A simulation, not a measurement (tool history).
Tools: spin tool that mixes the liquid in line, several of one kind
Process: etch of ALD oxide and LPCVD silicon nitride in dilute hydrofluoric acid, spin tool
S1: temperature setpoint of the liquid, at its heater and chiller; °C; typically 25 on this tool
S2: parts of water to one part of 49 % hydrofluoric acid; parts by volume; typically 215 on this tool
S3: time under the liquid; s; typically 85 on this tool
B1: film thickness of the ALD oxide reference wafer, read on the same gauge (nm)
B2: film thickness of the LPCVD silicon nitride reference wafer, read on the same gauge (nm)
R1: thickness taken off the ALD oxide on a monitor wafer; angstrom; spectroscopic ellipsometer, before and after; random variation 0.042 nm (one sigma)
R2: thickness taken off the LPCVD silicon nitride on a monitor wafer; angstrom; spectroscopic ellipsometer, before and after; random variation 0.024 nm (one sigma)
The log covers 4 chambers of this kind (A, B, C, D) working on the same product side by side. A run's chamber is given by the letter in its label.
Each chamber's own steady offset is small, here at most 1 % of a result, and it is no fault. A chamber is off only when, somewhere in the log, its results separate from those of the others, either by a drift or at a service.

{"run": "1A", "day": 0.133, "S1": 25, "S2": 215, "S3": 85, "B1": 70.001, "B2": 29.994, "R1": 76.115, "R2": 2.158}
{"run": "2C", "day": 0.358, "S1": 25, "S2": 215, "S3": 85, "B1": 69.984, "B2": 30.005, "R1": 75.216, "R2": 2.0064}
{"run": "3B", "day": 0.642, "S1": 25, "S2": 215, "S3": 85, "B1": 70.02, "B2": 30.019, "R1": 74.912, "R2": 2.2647}
{"run": "4D", "day": 0.817, "S1": 25, "S2": 215, "S3": 85, "B1": 69.999, "B2": 30.035, "R1": 74.96, "R2": 2.1009}
{"run": "5C", "day": 1.004, "S1": 25, "S2": 215, "S3": 85, "B1": 70.014, "B2": 29.996, "R1": 74.82, "R2": 2.5076}
{"run": "6D", "day": 1.171, "S1": 25, "S2": 215, "S3": 85, "B1": 69.985, "B2": 29.968, "R1": 75.321, "R2": 2.348}
{"run": "7A", "day": 1.462, "S1": 25, "S2": 215, "S3": 85, "B1": 70.012, "B2": 30.01, "R1": 75.742, "R2": 2.3166}
{"run": "8B", "day": 1.717, "S1": 25, "S2": 215, "S3": 85, "B1": 69.996, "B2": 29.997, "R1": 75.973, "R2": 2.3031}
{"run": "9C", "day": 2.0, "S1": 22, "S2": 215, "S3": 85, "B1": 70.014, "B2": 29.997, "R1": 66.501, "R2": 1.8581}
{"run": "10D", "day": 2.254, "S1": 22, "S2": 215, "S3": 85, "B1": 70.002, "B2": 29.983, "R1": 67.786, "R2": 1.6108}
{"run": "11A", "day": 2.475, "S1": 22, "S2": 215, "S3": 85, "B1": 70.026, "B2": 29.984, "R1": 68.853, "R2": 1.8053}
{"run": "12B", "day": 2.604, "S1": 22, "S2": 215, "S3": 85, "B1": 70.006, "B2": 29.997, "R1": 68.725, "R2": 2.0243}
{"run": "13A", "day": 2.783, "S1": 25, "S2": 215, "S3": 85, "B1": 69.991, "B2": 29.991, "R1": 77.637, "R2": 2.5804}
{"run": "14C", "day": 3.033, "S1": 25, "S2": 215, "S3": 85, "B1": 70.018, "B2": 30.025, "R1": 74.349, "R2": 2.1107}
{"run": "15D", "day": 3.271, "S1": 25, "S2": 215, "S3": 85, "B1": 70.006, "B2": 30.045, "R1": 75.208, "R2": 2.2438}
{"run": "16B", "day": 3.508, "S1": 20.5, "S2": 130, "S3": 85, "B1": 70.005, "B2": 30.018, "R1": 115.55, "R2": 2.7537}
{"run": "17C", "day": 3.738, "S1": 20.5, "S2": 130, "S3": 85, "B1": 70.001, "B2": 30.037, "R1": 114.25, "R2": 2.4294}
{"run": "18A", "day": 3.867, "S1": 20.5, "S2": 130, "S3": 85, "B1": 70.015, "B2": 30.021, "R1": 114.72, "R2": 2.6805}
{"run": "19B", "day": 4.054, "S1": 20.5, "S2": 130, "S3": 85, "B1": 69.981, "B2": 30, "R1": 115.06, "R2": 2.9853}
{"run": "20D", "day": 4.262, "S1": 25, "S2": 215, "S3": 85, "B1": 69.973, "B2": 30.01, "R1": 74.791, "R2": 2.3286}
{"run": "21A", "day": 4.438, "S1": 25, "S2": 215, "S3": 85, "B1": 69.998, "B2": 29.966, "R1": 76.657, "R2": 2.2195}
{"run": "22C", "day": 4.6, "S1": 25, "S2": 215, "S3": 85, "B1": 70.006, "B2": 30.008, "R1": 75.349, "R2": 1.975}
{"run": "23B", "day": 4.796, "S1": 25, "S2": 215, "S3": 85, "B1": 70.006, "B2": 30.023, "R1": 75.941, "R2": 2.198}
{"run": "24D", "day": 4.983, "S1": 25, "S2": 215, "S3": 85, "B1": 69.983, "B2": 30.017, "R1": 75.439, "R2": 2.2385}
{"run": "25A", "day": 5.208, "S1": 25, "S2": 215, "S3": 135, "B1": 69.979, "B2": 29.973, "R1": 121.53, "R2": 3.81}
{"run": "26D", "day": 5.4, "S1": 25, "S2": 215, "S3": 135, "B1": 70, "B2": 30.018, "R1": 118.88, "R2": 3.0905}
{"run": "27C", "day": 5.65, "S1": 25, "S2": 215, "S3": 135, "B1": 70.006, "B2": 29.999, "R1": 118.23, "R2": 3.4126}
{"run": "28B", "day": 5.783, "S1": 25, "S2": 215, "S3": 135, "B1": 69.992, "B2": 29.976, "R1": 121.09, "R2": 3.6525}
{"run": "29C", "day": 6.079, "S1": 25, "S2": 215, "S3": 85, "B1": 69.987, "B2": 30, "R1": 74.602, "R2": 2.2616}
{"run": "30D", "day": 6.292, "S1": 25, "S2": 215, "S3": 85, "B1": 70.003, "B2": 29.948, "R1": 74.811, "R2": 1.9681}
{"run": "31B", "day": 6.588, "S1": 25, "S2": 215, "S3": 70, "B1": 70.016, "B2": 30.003, "R1": 62.682, "R2": 2.0935}
{"run": "32A", "day": 6.842, "S1": 25, "S2": 215, "S3": 70, "B1": 69.996, "B2": 29.984, "R1": 63.691, "R2": 1.8094}
{"run": "33D", "day": 6.979, "S1": 25, "S2": 215, "S3": 70, "B1": 69.995, "B2": 30.03, "R1": 61.496, "R2": 2.101}
{"run": "34C", "day": 7.258, "S1": 25, "S2": 215, "S3": 70, "B1": 70.025, "B2": 30.032, "R1": 60.387, "R2": 1.8019}
{"run": "35B", "day": 7.412, "S1": 25, "S2": 215, "S3": 85, "B1": 70, "B2": 30.017, "R1": 76.103, "R2": 2.3572}
{"run": "36A", "day": 7.654, "S1": 25, "S2": 215, "S3": 85, "B1": 70.025, "B2": 29.99, "R1": 77.225, "R2": 2.069}
{"run": "37B", "day": 7.938, "S1": 25, "S2": 215, "S3": 85, "B1": 69.985, "B2": 29.951, "R1": 75.514, "R2": 2.2146}
{"run": "38C", "day": 8.158, "S1": 25, "S2": 215, "S3": 85, "B1": 69.995, "B2": 29.984, "R1": 72.791, "R2": 2.0896}
{"run": "39A", "day": 8.321, "S1": 25, "S2": 215, "S3": 85, "B1": 69.99, "B2": 29.988, "R1": 77.301, "R2": 1.9111}
{"run": "40D", "day": 8.596, "S1": 25, "S2": 215, "S3": 125, "B1": 69.988, "B2": 29.979, "R1": 110.65, "R2": 3.8794}
{"run": "41D", "day": 8.879, "S1": 25, "S2": 215, "S3": 125, "B1": 70.013, "B2": 30.01, "R1": 110.74, "R2": 3.0917}
{"run": "42C", "day": 9.012, "S1": 25, "S2": 215, "S3": 125, "B1": 70.015, "B2": 29.978, "R1": 106.42, "R2": 2.8808}
{"run": "43B", "day": 9.162, "S1": 25, "S2": 215, "S3": 125, "B1": 70.021, "B2": 30.022, "R1": 111.1, "R2": 3.8539}

For the next run the whole fleet of 4 chambers uses the same settings. Give each chamber's results:
{"run": "44A", "day": 9.375, "S1": 25, "S2": 140, "S3": 85, "R1": "?", "R2": "?"}
{"run": "44B", "day": 9.375, "S1": 25, "S2": 140, "S3": 85, "R1": "?", "R2": "?"}
{"run": "44C", "day": 9.375, "S1": 25, "S2": 140, "S3": 85, "R1": "?", "R2": "?"}
{"run": "44D", "day": 9.375, "S1": 25, "S2": 140, "S3": 85, "R1": "?", "R2": "?"}

run=44A R1=127.71 R2=3.3306
run=44B R1=126 R2=3.1439
run=44C R1=120.05 R2=3.1213
run=44D R1=124 R2=3.2748

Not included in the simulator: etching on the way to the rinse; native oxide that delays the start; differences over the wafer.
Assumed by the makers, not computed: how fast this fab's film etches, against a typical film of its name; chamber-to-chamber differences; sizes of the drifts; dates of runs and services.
